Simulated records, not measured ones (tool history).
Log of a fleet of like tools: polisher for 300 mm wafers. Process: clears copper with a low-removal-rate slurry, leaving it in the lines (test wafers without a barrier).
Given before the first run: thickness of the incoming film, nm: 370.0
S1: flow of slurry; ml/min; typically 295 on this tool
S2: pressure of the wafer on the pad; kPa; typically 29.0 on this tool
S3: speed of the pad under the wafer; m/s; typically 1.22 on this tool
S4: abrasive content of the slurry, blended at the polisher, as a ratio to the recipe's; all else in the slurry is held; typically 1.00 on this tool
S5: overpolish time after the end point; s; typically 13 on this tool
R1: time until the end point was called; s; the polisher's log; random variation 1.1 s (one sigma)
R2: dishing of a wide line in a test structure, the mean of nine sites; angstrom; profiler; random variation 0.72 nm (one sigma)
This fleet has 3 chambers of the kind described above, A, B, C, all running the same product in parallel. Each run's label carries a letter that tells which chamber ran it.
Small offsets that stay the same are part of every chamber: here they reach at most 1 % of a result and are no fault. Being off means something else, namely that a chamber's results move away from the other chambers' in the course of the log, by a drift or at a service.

run 1B hour=8.4 | S1=295 S2=29.0 S3=1.22 S4=1.00 S5=13 | R1=72.418 R2=452.29
-- hour=11.1 chamber A: worn pad replaced by a new one
run 2A hour=23.0 | S1=295 S2=29.0 S3=1.22 S4=1.00 S5=13 | R1=68.300 R2=473.47
-- hour=24.4 chamber A: slurry blender recalibrated
run 3C hour=31.6 | S1=295 S2=29.0 S3=1.22 S4=1.00 S5=13 | R1=70.363 R2=450.20
run 4C hour=39.1 | S1=295 S2=29.0 S3=1.22 S4=1.00 S5=13 | R1=68.224 R2=454.02
run 5A hour=53.5 | S1=295 S2=29.0 S3=1.22 S4=1.00 S5=13 | R1=69.988 R2=452.60
run 6B hour=67.5 | S1=295 S2=29.0 S3=1.22 S4=1.00 S5=13 | R1=69.612 R2=449.37
-- hour=77.4 chamber B: worn pad replaced by a new one
run 7C hour=77.9 | S1=295 S2=29.0 S3=1.22 S4=1.00 S5=13 | R1=70.758 R2=464.35
-- hour=82.5 chamber B: slurry blender recalibrated
run 8B hour=93.0 | S1=295 S2=29.0 S3=1.22 S4=1.00 S5=13 | R1=70.781 R2=461.71
run 9A hour=100.6 | S1=295 S2=29.0 S3=1.22 S4=1.00 S5=13 | R1=69.286 R2=461.80
run 10B hour=110.0 | S1=295 S2=29.0 S3=1.22 S4=1.00 S5=13 | R1=69.824 R2=452.53
-- hour=111.8 chamber C: worn pad replaced by a new one
run 11A hour=118.7 | S1=295 S2=29.0 S3=1.22 S4=1.00 S5=13 | R1=70.806 R2=451.81
-- hour=122.2 chamber A: worn pad replaced by a new one
run 12C hour=133.4 | S1=245 S2=29.0 S3=1.22 S4=1.00 S5=13 | R1=70.062 R2=450.27
run 13B hour=140.2 | S1=245 S2=29.0 S3=1.22 S4=1.00 S5=13 | R1=71.515 R2=451.85
run 14A hour=154.4 | S1=245 S2=29.0 S3=1.22 S4=1.00 S5=13 | R1=70.188 R2=447.85
run 15C hour=163.5 | S1=295 S2=29.0 S3=1.22 S4=1.00 S5=13 | R1=70.195 R2=463.93
-- hour=167.9 chamber B: worn pad replaced by a new one
run 16A hour=172.8 | S1=295 S2=29.0 S3=1.22 S4=1.00 S5=13 | R1=70.480 R2=451.87
run 17B hour=188.0 | S1=295 S2=22.8 S3=1.22 S4=1.00 S5=13 | R1=90.163 R2=361.57
-- hour=200.5 chamber C: slurry blender recalibrated
run 18C hour=201.7 | S1=295 S2=22.8 S3=1.22 S4=1.00 S5=13 | R1=88.404 R2=364.14
-- hour=205.2 chamber A: head pressure recalibrated
run 19B hour=212.9 | S1=295 S2=22.8 S3=1.22 S4=1.00 S5=13 | R1=89.539 R2=363.75
-- hour=218.8 chamber A: worn pad replaced by a new one
run 20A hour=225.0 | S1=295 S2=29.0 S3=1.22 S4=1.00 S5=13 | R1=64.528 R2=493.82
run 21C hour=236.5 | S1=295 S2=29.0 S3=1.22 S4=1.00 S5=13 | R1=71.077 R2=458.16
-- hour=241.6 chamber C: slurry nozzle cleaned
-- hour=244.2 chamber B: worn pad replaced by a new one
-- hour=244.6 chamber B: head pressure recalibrated
-- hour=249.7 chamber C: worn pad replaced by a new one
run 22B hour=249.9 | S1=295 S2=29.0 S3=1.22 S4=1.00 S5=13 | R1=71.625 R2=448.31
-- hour=257.7 chamber C: head pressure recalibrated
run 23A hour=259.7 | S1=295 S2=29.0 S3=1.22 S4=1.00 S5=13 | R1=63.970 R2=484.91
run 24C hour=272.9 | S1=295 S2=33.8 S3=0.94 S4=1.00 S5=13 | R1=77.023 R2=417.51
run 25C hour=280.4 | S1=295 S2=33.8 S3=0.94 S4=1.00 S5=13 | R1=76.269 R2=422.61
run 26A hour=289.3 | S1=295 S2=33.8 S3=0.94 S4=1.00 S5=13 | R1=69.530 R2=456.24
run 27B hour=297.5 | S1=295 S2=29.0 S3=1.22 S4=1.00 S5=13 | R1=70.986 R2=450.44
run 28C hour=308.3 | S1=345 S2=29.0 S3=1.22 S4=1.00 S5=18 | R1=67.618 R2=603.56
-- hour=310.7 chamber A: worn pad replaced by a new one
run 29A hour=317.1 | S1=345 S2=29.0 S3=1.22 S4=1.00 S5=18 | R1=64.572 R2=630.63
-- hour=324.7 chamber A: slurry blender recalibrated
-- hour=325.6 chamber B: slurry nozzle cleaned
run 30B hour=331.3 | S1=345 S2=29.0 S3=1.22 S4=1.00 S5=18 | R1=69.450 R2=610.04
-- hour=335.3 chamber B: worn pad replaced by a new one
run 31B hour=338.9 | S1=295 S2=29.0 S3=1.22 S4=1.00 S5=13 | R1=70.869 R2=447.26
run 32C hour=353.0 | S1=295 S2=29.0 S3=1.22 S4=0.75 S5=13 | R1=74.685 R2=420.68
run 33A hour=361.7 | S1=295 S2=29.0 S3=1.22 S4=0.75 S5=13 | R1=68.163 R2=475.97
run 34B hour=373.9 | S1=295 S2=29.0 S3=1.22 S4=0.75 S5=13 | R1=73.646 R2=431.40
run 35A hour=387.7 | S1=295 S2=29.0 S3=1.22 S4=1.00 S5=13 | R1=64.972 R2=507.37
run 36C hour=398.3 | S1=295 S2=29.0 S3=1.22 S4=1.00 S5=13 | R1=72.140 R2=467.28
run 37B hour=412.2 | S1=295 S2=38.6 S3=1.22 S4=1.00 S5=13 | R1=54.351 R2=598.81

All 3 chambers run these settings next. Forecast each chamber's results:
run 38A hour=423.3 | S1=295 S2=29.0 S3=1.22 S4=1.00 S5=13 | R1=? R2=?
run 38B hour=423.3 | S1=295 S2=29.0 S3=1.22 S4=1.00 S5=13 | R1=? R2=?
run 38C hour=423.3 | S1=295 S2=29.0 S3=1.22 S4=1.00 S5=13 | R1=? R2=?

run=38A R1=65.253 R2=484.96
run=38B R1=69.664 R2=455.41
run=38C R1=72.190 R2=462.24
